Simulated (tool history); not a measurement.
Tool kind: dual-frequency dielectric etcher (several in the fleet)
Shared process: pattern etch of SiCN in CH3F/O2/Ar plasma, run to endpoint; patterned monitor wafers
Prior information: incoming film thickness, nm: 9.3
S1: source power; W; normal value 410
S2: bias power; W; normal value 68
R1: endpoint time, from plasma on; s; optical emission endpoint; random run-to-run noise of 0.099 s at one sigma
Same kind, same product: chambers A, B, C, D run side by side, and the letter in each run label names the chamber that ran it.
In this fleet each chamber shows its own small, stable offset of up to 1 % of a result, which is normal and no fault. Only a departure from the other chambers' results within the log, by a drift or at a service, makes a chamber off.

-- hour=3.7 chamber D: wet clean of the chamber
run 1C hour=8.4 | S1=410 S2=68 | R1=25.036
run 2A hour=22.2 | S1=410 S2=68 | R1=25.076
run 3B hour=36.3 | S1=410 S2=68 | R1=25.075
run 4D hour=52.4 | S1=410 S2=68 | R1=25.310
run 5C hour=62.6 | S1=410 S2=68 | R1=25.097
run 6B hour=72.6 | S1=410 S2=68 | R1=24.844
run 7A hour=80.1 | S1=410 S2=68 | R1=25.088
run 8D hour=94.8 | S1=410 S2=81 | R1=23.545
run 9B hour=104.9 | S1=410 S2=81 | R1=23.643
run 10C hour=117.8 | S1=410 S2=81 | R1=23.548
run 11A hour=125.9 | S1=410 S2=81 | R1=23.497
run 12D hour=140.1 | S1=410 S2=68 | R1=25.265
run 13B hour=149.1 | S1=410 S2=68 | R1=25.072
run 14D hour=165.8 | S1=410 S2=68 | R1=25.274
run 15C hour=177.4 | S1=410 S2=68 | R1=25.149
run 16A hour=193.9 | S1=410 S2=68 | R1=25.041
run 17C hour=201.9 | S1=410 S2=68 | R1=24.722
run 18A hour=218.0 | S1=410 S2=68 | R1=25.051
run 19D hour=226.9 | S1=410 S2=68 | R1=25.281
run 20B hour=241.7 | S1=410 S2=68 | R1=25.028
run 21C hour=256.5 | S1=410 S2=68 | R1=24.729
-- hour=265.7 chamber A: wet clean of the chamber
run 22B hour=270.4 | S1=410 S2=68 | R1=25.152
run 23A hour=279.4 | S1=410 S2=68 | R1=25.079
run 24D hour=294.0 | S1=410 S2=68 | R1=25.189
run 25A hour=301.5 | S1=410 S2=68 | R1=25.160
run 26B hour=317.0 | S1=410 S2=68 | R1=25.174
run 27D hour=329.3 | S1=380 S2=77 | R1=24.853
run 28C hour=337.4 | S1=380 S2=77 | R1=24.189
-- hour=344.4 chamber B: wet clean of the chamber
-- hour=346.5 chamber D: source power generator calibrated
run 29B hour=348.9 | S1=380 S2=77 | R1=24.846
run 30C hour=361.3 | S1=380 S2=77 | R1=24.017
run 31A hour=370.4 | S1=410 S2=68 | R1=25.337
run 32D hour=386.2 | S1=410 S2=68 | R1=25.180
-- hour=397.4 chamber D: wet clean of the chamber
run 33A hour=398.9 | S1=410 S2=68 | R1=25.141
run 34D hour=407.5 | S1=410 S2=68 | R1=25.199

Predict what each chamber gives when all 4 of them run the settings below next.
run 35A hour=419.4 | S1=410 S2=68 | R1=?
run 35B hour=419.4 | S1=410 S2=68 | R1=?
run 35C hour=419.4 | S1=410 S2=68 | R1=?
run 35D hour=419.4 | S1=410 S2=68 | R1=?

run=35A R1=25.183
run=35B R1=24.980
run=35C R1=24.266
run=35D R1=25.178
